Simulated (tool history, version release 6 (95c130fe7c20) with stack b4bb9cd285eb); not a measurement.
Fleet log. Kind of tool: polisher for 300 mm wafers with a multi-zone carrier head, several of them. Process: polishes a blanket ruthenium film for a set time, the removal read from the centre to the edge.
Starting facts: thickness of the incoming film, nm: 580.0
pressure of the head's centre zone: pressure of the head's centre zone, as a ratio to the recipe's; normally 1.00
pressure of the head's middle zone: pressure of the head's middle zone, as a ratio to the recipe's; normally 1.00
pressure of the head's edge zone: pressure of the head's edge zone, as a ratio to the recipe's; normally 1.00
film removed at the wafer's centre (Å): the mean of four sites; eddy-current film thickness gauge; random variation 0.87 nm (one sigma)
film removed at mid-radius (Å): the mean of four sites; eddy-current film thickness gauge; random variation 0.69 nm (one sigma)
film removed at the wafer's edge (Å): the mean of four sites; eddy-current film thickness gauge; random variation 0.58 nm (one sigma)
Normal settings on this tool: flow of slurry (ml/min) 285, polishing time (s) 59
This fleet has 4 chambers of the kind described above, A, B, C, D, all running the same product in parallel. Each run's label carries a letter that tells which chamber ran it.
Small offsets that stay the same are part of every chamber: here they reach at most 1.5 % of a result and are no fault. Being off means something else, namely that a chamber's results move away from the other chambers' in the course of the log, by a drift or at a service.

run   hour  flow of slurry (ml/min)  pressure of the head's centre zone  pressure of the head's middle zone  pressure of the head's edge zone  polishing time (s)  wafers polished on this pad  hours since the slurry nozzle was cleaned  hours since the centre zone pressure was calibrated  hours since the edge zone pressure was calibrated  film removed at the wafer's centre (Å)  film removed at mid-radius (Å)  film removed at the wafer's edge (Å)
 1B    4.3                      285                                1.00                                1.00                              1.00                  59                          616                                      204.2                                                898.8                                             1015.5                                  623.06                          637.08                                626.55
       7.4  -- chamber C: worn pad replaced by a new one
 2A   11.0                      285                                1.00                                1.00                              1.00                  59                          910                                       15.5                                                877.3                                              745.8                                  626.01                          641.76                                633.35
 3C   16.8                      285                                1.00                                1.00                              1.00                  59                           97                                      308.2                                                547.9                                              533.9                                  640.21                          640.75                                634.95
      17.7  -- chamber D: worn pad replaced by a new one
 4D   22.5                      285                                1.00                                1.00                              1.00                  59                           50                                      286.9                                               1063.8                                              435.3                                  629.69                          641.18                                637.41
 5A   26.7                      285                                1.00                                1.00                              1.00                  50                         1073                                       31.2                                                893.0                                              761.5                                  547.49                          526.02                                550.79
      28.8  -- chamber D: slurry nozzle cleaned
      29.4  -- chamber A: worn pad replaced by a new one
 6D   30.2                      285                                1.00                                1.00                              1.00                  50                          129                                        1.5                                               1071.5                                              443.0                                  513.13                          537.33                                543.28
 7B   34.6                      285                                1.00                                1.00                              1.00                  50                          929                                      234.5                                                929.1                                             1045.8                                  530.70                          531.55                                522.53
 8C   38.1                      285                                1.00                                1.00                              1.00                  50                          317                                      329.5                                                569.2                                              555.2                                  528.37                          543.77                                532.49
 9A   44.1                      285                                1.00                                1.00                              1.00                  59                          151                                       48.6                                                910.4                                              778.9                                  629.77                          634.46                                656.47
      45.6  -- chamber C: slurry nozzle cleaned
10C   48.0                      285                                1.00                                1.00                              1.00                  59                          420                                        2.4                                                579.1                                              565.1                                  623.60                          637.90                                627.86
      52.6  -- chamber B: edge zone pressure recalibrated
11B   54.6                      285                                1.00                                1.00                              1.00                  59                         1136                                      254.5                                                949.1                                                2.0                                  652.01                          640.76                                641.36
12D   58.1                      285                                1.00                                1.00                              1.00                  59                          417                                       29.4                                               1099.4                                              470.9                                  644.01                          631.67                                636.93
      63.9  -- chamber B: centre zone pressure recalibrated
      64.0  -- chamber B: worn pad replaced by a new one
13D   64.1                      285                                1.10                                1.00                              1.00                  59                          479                                       35.4                                               1105.4                                              476.9                                  707.50                          637.25                                627.12
      66.8  -- chamber D: centre zone pressure recalibrated
14C   70.4                      285                                1.10                                1.00                              1.00                  59                          651                                       24.8                                                601.5                                              587.5                                  698.88                          621.23                                619.35
      71.1  -- chamber C: worn pad replaced by a new one
15B   75.2                      285                                1.10                                1.00                              1.00                  59                          115                                      275.1                                                 11.4                                               22.6                                  705.78                          631.29                                631.84
16A   81.9                      285                                1.10                                1.00                              1.00                  59                          542                                       86.4                                                948.2                                              816.7                                  688.43                          627.16                                638.45
      84.5  -- chamber D: worn pad replaced by a new one
17B   86.5                      285                                1.00                                1.00                              1.00                  59                          232                                      286.4                                                 22.7                                               33.9                                  625.62                          640.97                                630.52
18A   90.3                      285                                1.00                                1.00                              1.00                  59                          629                                       94.8                                                956.6                                              825.1                                  635.90                          648.57                                633.29
19D   95.7                      285                                0.93                                1.00                              1.00                  59                          116                                       67.0                                                 29.0                                              508.5                                  513.54                          632.65                                643.96
20C  101.0                      285                                0.93                                1.00                              1.00                  59                          309                                       55.4                                                632.1                                              618.1                                  575.69                          625.32                                634.88
21A  106.3                      285                                0.93                                1.00                              1.00                  59                          794                                      110.8                                                972.6                                              841.1                                  590.03                          636.10                                644.41
22B  111.0                      285                                0.93                                1.00                              1.00                  59                          485                                      310.9                                                 47.2                                               58.4                                  598.05                          633.80                                632.98
23D  117.1                      285                                1.00                                1.00                              1.00                  59                          337                                       88.4                                                 50.4                                              529.9                                  560.75                          626.31                                626.70
24C  122.1                      285                                1.00                                1.00                              1.00                  59                          527                                       76.5                                                653.2                                              639.2                                  626.30                          622.00                                633.44
     124.0  -- chamber C: centre zone pressure recalibrated
25B  125.5                      285                                1.00                                1.00                              1.00                  59                          635                                      325.4                                                 61.7                                               72.9                                  632.18                          621.45                                630.49
     128.2  -- chamber A: worn pad replaced by a new one
26A  130.3                      285                                1.00                                1.00                              1.00                  59                           22                                      134.8                                                996.6                                              865.1                                  639.12                          648.55                                642.67
27D  133.6                      285                                1.00                                1.00                              1.00                  48                          507                                      104.9                                                 66.9                                              546.4                                  466.62                          510.74                                514.30
28C  139.0                      285                                1.00                                1.00                              1.00                  48                          701                                       93.4                                                 15.1                                              656.1                                  512.98                          508.66                                501.39
     139.1  -- chamber D: worn pad replaced by a new one
     142.9  -- chamber C: worn pad replaced by a new one
29D  145.3                      285                                1.00                                1.00                              1.00                  48                           64                                      116.6                                                 78.6                                              558.1                                  453.19                          498.63                                517.08
30C  151.8                      285                                1.00                                1.00                              1.00                  48                           92                                      106.2                                                 27.9                                              668.9                                  501.63                          519.34                                515.71
31B  154.8                      190                                1.00                                1.00                              1.11                  59                          937                                      354.7                                                 91.0                                              102.2                                  596.74                          605.73                                641.91
32A  158.4                      190                                1.00                                1.00                              1.11                  59                          312                                      162.9                                               1024.7                                              893.2                                  592.59                          597.63                                650.62
33A  161.7                      190                                1.00                                1.00                              1.11                  59                          346                                      166.2                                               1028.0                                              896.5                                  598.52                          610.68                                661.47
34D  166.4                      190                                1.00                                1.00                              1.11                  59                          282                                      137.7                                                 99.7                                              579.2                                  532.47                          592.94                                637.95
35B  172.0                      285                                1.00                                1.00                              1.00                  59                         1115                                      371.9                                                108.2                                              119.4                                  631.02                          626.31                                635.89
36C  175.9                      285                                1.00                                1.00                              1.00                  59                          341                                      130.3                                                 52.0                                              693.0                                  629.48                          624.61                                637.39
37B  179.4                      285                                1.00                                1.00                              1.00                  59                         1191                                      379.3                                                115.6                                              126.8                                  627.93                          648.67                                629.66
38C  183.6                      285                                1.00                                1.00                              1.00                  59                          420                                      138.0                                                 59.7                                              700.7                                  629.48                          630.65                                630.09
39D  189.1                      285                                1.00                                1.06                              0.93                  59                          517                                      160.4                                                122.4                                              601.9                                  569.54                          659.62                                596.34
     192.4  -- chamber D: worn pad replaced by a new one
40A  193.3                      285                                1.00                                1.06                              0.93                  59                          673                                      197.8                                               1059.6                                              928.1                                  625.02                          670.76                                621.76
41D  196.6                      285                                1.00                                1.06                              0.93                  59                           43                                      167.9                                                129.9                                              609.4                                  564.54                          660.92                                609.62
42C  200.0                      285                                1.00                                1.06                              0.93                  59                          589                                      154.4                                                 76.1                                              717.1                                  636.50                          654.86                                602.33
     203.7  -- chamber B: worn pad replaced by a new one
43A  204.0                      285                                1.00                                1.00                              1.00                  59                          783                                      208.5                                               1070.3                                              938.8                                  619.41                          638.52                                643.14
44B  208.4                      285                                1.00                                1.00                              1.00                  59                           49                                      408.3                                                144.6                                              155.8                                  632.85                          638.06                                633.76

One chamber off, gauge drift, or nothing amiss beyond the chambers' own small offsets? If it is a chamber, which one, and what is the likeliest cause?

Chamber D has stood off from the others ever since a service on it.
What lies behind it: centre zone's pressure below its setpoint, % = 8.81.

Chamber D could run next with any of the 4 candidate recipes listed below; each alters the usual settings, and their results appear as question marks. Which one brings its results back in line with what the other chambers deliver on the usual settings?
Allowed miss from the other chambers' usual-settings mean, per result, to count as in line: film removed at the wafer's centre (Å) 30.00; film removed at mid-radius (Å) 24.00; film removed at the wafer's edge (Å) 20.00
45D-1  213.3                      275                                0.87                                1.02                              1.05                  57                                                                                                                                                                                                                       ?                               ?                                     ?
45D-2  213.3                      290                                1.07                                0.99                              0.97                  60                                                                                                                                                                                                                       ?                               ?                                     ?
45D-3  213.3                      295                                1.14                                0.98                              0.95                  61                                                                                                                                                                                                                       ?                               ?                                     ?
45D-4  213.3                      280                                0.93                                1.01                              1.03                  58                                                                                                                                                                                                                       ?                               ?                                     ?

What the other chambers average on the usual settings: film removed at the wafer's centre (Å) 628.69; film removed at mid-radius (Å) 633.93; film removed at the wafer's edge (Å) 633.69
  run  film removed at the wafer's centre (Å)  film removed at mid-radius (Å)  film removed at the wafer's edge (Å)
45D-1                                  462.96                          617.18                                626.48
45D-2                                  617.64                          634.98                                635.45
45D-3                                  674.51                          640.45                                640.07
45D-4                                  508.86                          623.34                                631.97
45D-2 brings the chamber back in line.

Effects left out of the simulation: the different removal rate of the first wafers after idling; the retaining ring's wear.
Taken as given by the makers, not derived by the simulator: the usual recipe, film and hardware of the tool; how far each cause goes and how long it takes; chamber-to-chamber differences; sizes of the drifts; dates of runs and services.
